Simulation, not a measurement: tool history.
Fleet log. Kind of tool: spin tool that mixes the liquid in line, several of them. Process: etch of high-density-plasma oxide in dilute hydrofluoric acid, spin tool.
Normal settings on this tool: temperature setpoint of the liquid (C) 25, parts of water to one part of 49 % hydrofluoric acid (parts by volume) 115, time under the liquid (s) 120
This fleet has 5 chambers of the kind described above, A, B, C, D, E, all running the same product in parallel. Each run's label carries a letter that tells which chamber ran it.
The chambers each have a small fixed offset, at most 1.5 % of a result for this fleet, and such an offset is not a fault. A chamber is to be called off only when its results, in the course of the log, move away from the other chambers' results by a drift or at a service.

run   hour  temperature setpoint of the liquid (C)  parts of water to one part of 49 % hydrofluoric acid (parts by volume)  time under the liquid (s)  read-back film thickness of the high-density-plasma oxide reference wafer, read on the same gauge (nm)  thickness taken off the high-density-plasma oxide on a monitor wafer (Å)
 1E    9.3                                      25                                                                     115                        120                                                                                                  70.014                                                                     120.7
 2C   15.6                                      25                                                                     115                        120                                                                                                  70.009                                                                    118.32
 3B   26.6                                      25                                                                     115                        120                                                                                                  70.033                                                                    117.87
 4D   35.6                                      25                                                                     115                        120                                                                                                  69.996                                                                    120.46
 5A   47.4                                      25                                                                     115                        120                                                                                                  70.004                                                                     116.6
 6A   53.7                                      25                                                                     115                        120                                                                                                   70.01                                                                    117.88
 7D     66                                      25                                                                     115                        120                                                                                                  69.995                                                                    119.95
 8C   76.4                                    29.5                                                                     115                         95                                                                                                  69.989                                                                    110.77
 9E   84.3                                    29.5                                                                     115                         95                                                                                                  69.996                                                                    111.89
        89  -- chamber E: hydrofluoric acid flow meter replaced
10B   96.3                                    29.5                                                                     115                         95                                                                                                  70.022                                                                    111.03
11C  103.6                                    29.5                                                                     115                         95                                                                                                  70.012                                                                    111.63
12A  116.1                                    29.5                                                                     115                         95                                                                                                  69.996                                                                    110.05
13B  128.2                                      25                                                                     115                        120                                                                                                  69.997                                                                    117.47
14D  139.9                                      25                                                                     115                        120                                                                                                  70.001                                                                    120.54
15E  149.9                                      25                                                                     150                        150                                                                                                  69.993                                                                    110.49
16B    156                                      25                                                                     150                        150                                                                                                  70.017                                                                    108.82
17D    163                                      25                                                                     150                        150                                                                                                  69.979                                                                    110.44
18C  169.1                                      25                                                                     150                        150                                                                                                  69.985                                                                    108.92
     173.2  -- chamber B: hydrofluoric acid flow meter replaced
19A    179                                      25                                                                     150                        150                                                                                                  70.013                                                                    107.48
20E  186.8                                    27.5                                                                     170                        120                                                                                                  69.998                                                                    82.877
21C  196.7                                    27.5                                                                     170                        120                                                                                                  69.997                                                                    82.085
22D  205.5                                    27.5                                                                     170                        120                                                                                                  69.991                                                                    83.619
23A  213.5                                    27.5                                                                     170                        120                                                                                                  70.006                                                                    80.996
24B  223.4                                    27.5                                                                     170                        120                                                                                                  69.986                                                                    81.544
25E  229.8                                      25                                                                     115                        120                                                                                                  69.993                                                                    118.89
     234.2  -- chamber E: thermometer replaced
26A  237.5                                      25                                                                     115                        120                                                                                                  69.996                                                                    118.03
27B  244.8                                      25                                                                     115                        120                                                                                                  70.008                                                                    117.93
28C  252.6                                      25                                                                     115                        120                                                                                                  69.999                                                                    118.03
29E  265.2                                      25                                                                     115                        120                                                                                                   69.98                                                                    119.77
30D  277.2                                      25                                                                     115                        120                                                                                                  69.999                                                                     120.5
31A  282.7                                    28.5                                                                     115                         80                                                                                                  69.972                                                                    89.212

All 5 chambers run these settings next. Forecast each chamber's results:
32A  291.7                                      25                                                                     115                        120                                                                                                                                                                                 ?
32B  291.7                                      25                                                                     115                        120                                                                                                                                                                                 ?
32C  291.7                                      25                                                                     115                        120                                                                                                                                                                                 ?
32D  291.7                                      25                                                                     115                        120                                                                                                                                                                                 ?
32E  291.7                                      25                                                                     115                        120                                                                                                                                                                                 ?

run  thickness taken off the high-density-plasma oxide on a monitor wafer (Å)
32A                                                                    117.33
32B                                                                    118.11
32C                                                                     117.3
32D                                                                    119.31
32E                                                                    119.29

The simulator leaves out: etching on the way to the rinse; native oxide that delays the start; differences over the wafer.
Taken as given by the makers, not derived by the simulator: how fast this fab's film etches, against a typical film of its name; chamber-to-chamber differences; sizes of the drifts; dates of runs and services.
